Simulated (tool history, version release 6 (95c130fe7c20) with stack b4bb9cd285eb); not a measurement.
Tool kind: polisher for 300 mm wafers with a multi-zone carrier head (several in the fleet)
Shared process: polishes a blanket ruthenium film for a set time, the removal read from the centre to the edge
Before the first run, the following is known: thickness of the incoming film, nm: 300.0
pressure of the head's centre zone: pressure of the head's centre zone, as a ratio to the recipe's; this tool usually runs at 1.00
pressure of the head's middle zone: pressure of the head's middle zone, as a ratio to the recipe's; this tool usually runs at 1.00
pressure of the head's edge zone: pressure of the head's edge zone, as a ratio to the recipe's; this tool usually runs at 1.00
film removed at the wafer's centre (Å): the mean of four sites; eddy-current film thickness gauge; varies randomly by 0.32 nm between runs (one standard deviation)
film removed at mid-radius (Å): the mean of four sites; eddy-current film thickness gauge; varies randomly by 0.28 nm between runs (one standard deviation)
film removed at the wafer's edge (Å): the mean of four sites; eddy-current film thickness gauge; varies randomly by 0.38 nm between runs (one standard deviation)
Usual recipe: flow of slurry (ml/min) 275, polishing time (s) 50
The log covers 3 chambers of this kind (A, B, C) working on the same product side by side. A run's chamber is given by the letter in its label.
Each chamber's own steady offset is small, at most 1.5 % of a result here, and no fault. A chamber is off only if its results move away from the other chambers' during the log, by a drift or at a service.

run	hour	flow of slurry (ml/min)	pressure of the head's centre zone	pressure of the head's middle zone	pressure of the head's edge zone	polishing time (s)	film removed at the wafer's centre (Å)	film removed at mid-radius (Å)	film removed at the wafer's edge (Å)
# hour 2.9: chamber B: slurry nozzle cleaned
1C	4.7	275	1.00	1.00	1.00	50	335.35	333.80	337.93
2B	9.4	275	1.00	1.00	1.00	50	337.32	335.02	341.41
3A	13.9	275	1.00	1.00	1.00	50	338.41	333.61	338.12
4B	17.5	275	1.00	1.00	1.00	50	339.46	330.72	340.73
5A	23.5	275	1.00	1.00	1.00	50	331.68	340.05	339.05
6C	28.7	275	1.00	1.00	1.00	50	343.89	339.37	334.27
# hour 32.5: chamber A: worn pad replaced by a new one
# hour 33.3: chamber C: worn pad replaced by a new one
7A	34.1	275	1.00	1.00	1.00	50	335.57	339.75	337.93
8C	41.2	275	1.00	1.00	1.00	50	338.51	332.80	336.98
9B	45.7	275	1.00	1.00	1.00	50	339.28	331.59	339.84
10A	51.9	275	1.00	1.00	1.00	50	342.17	339.72	333.80
11B	58.8	275	1.00	0.89	1.00	61	411.14	364.90	406.21
# hour 62.9: chamber B: centre zone pressure recalibrated
# hour 63.3: chamber C: centre zone pressure recalibrated
12C	64.2	275	1.00	0.89	1.00	61	378.71	365.28	416.42
13C	68.0	275	1.00	0.89	1.00	61	381.54	368.67	405.66
# hour 69.6: chamber B: worn pad replaced by a new one
14A	72.1	275	1.00	1.00	1.00	50	338.82	338.80	329.87
15B	77.1	275	0.91	1.00	1.00	50	304.41	339.53	333.98
16C	82.6	275	0.91	1.00	1.00	50	279.71	337.19	337.11
# hour 83.9: chamber A: slurry nozzle cleaned
17A	88.7	275	0.91	1.00	1.00	50	301.81	332.80	333.22
18B	95.5	275	1.00	1.00	1.00	50	336.12	330.72	337.52
19A	101.9	275	1.00	1.00	1.00	50	337.42	336.98	342.76
20B	106.1	275	1.00	1.00	1.00	50	338.17	329.86	336.54
21C	112.5	275	1.00	1.00	1.00	50	309.76	336.22	336.59
22A	119.5	275	1.00	1.00	1.00	50	340.29	337.20	332.60
23B	123.5	275	1.00	1.00	1.05	50	344.83	329.20	348.74

Has any chamber moved away from the others, gradually or after a service, or does the common gauge drift, or do the chambers differ only by their own small steady offsets? State the chamber and the most likely cause if one applies.

Chamber C came out of a service off from its peers and stayed that way.
Most likely cause: centre zone's pressure below its setpoint, % = 6.84.

Chamber C could run next with any of the 4 candidate recipes listed below; each alters the usual settings, and their results appear as question marks. Which one brings its results back in line with what the other chambers deliver on the usual settings?
To be in line, a result may differ from the other chambers' mean on the usual settings by at most: film removed at the wafer's centre (Å) 11.00; film removed at mid-radius (Å) 9.80; film removed at the wafer's edge (Å) 13.00
24C-1	128.6	270	0.90	1.03	1.03	49	?	?	?
24C-2	128.6	280	1.09	0.97	0.97	52	?	?	?
24C-3	128.6	280	1.05	0.98	0.98	51	?	?	?
24C-4	128.6	270	0.95	1.02	1.02	49	?	?	?

Mean of the other chambers on the usual settings: film removed at the wafer's centre (Å) 337.70; film removed at mid-radius (Å) 336.24; film removed at the wafer's edge (Å) 338.77
run	film removed at the wafer's centre (Å)	film removed at mid-radius (Å)	film removed at the wafer's edge (Å)
24C-1	271.17	338.27	332.52
24C-2	357.21	340.49	343.38
24C-3	336.25	337.20	338.50
24C-4	288.03	335.12	330.87
The right change is 24C-3: it brings the chamber back within the allowed miss of the others.

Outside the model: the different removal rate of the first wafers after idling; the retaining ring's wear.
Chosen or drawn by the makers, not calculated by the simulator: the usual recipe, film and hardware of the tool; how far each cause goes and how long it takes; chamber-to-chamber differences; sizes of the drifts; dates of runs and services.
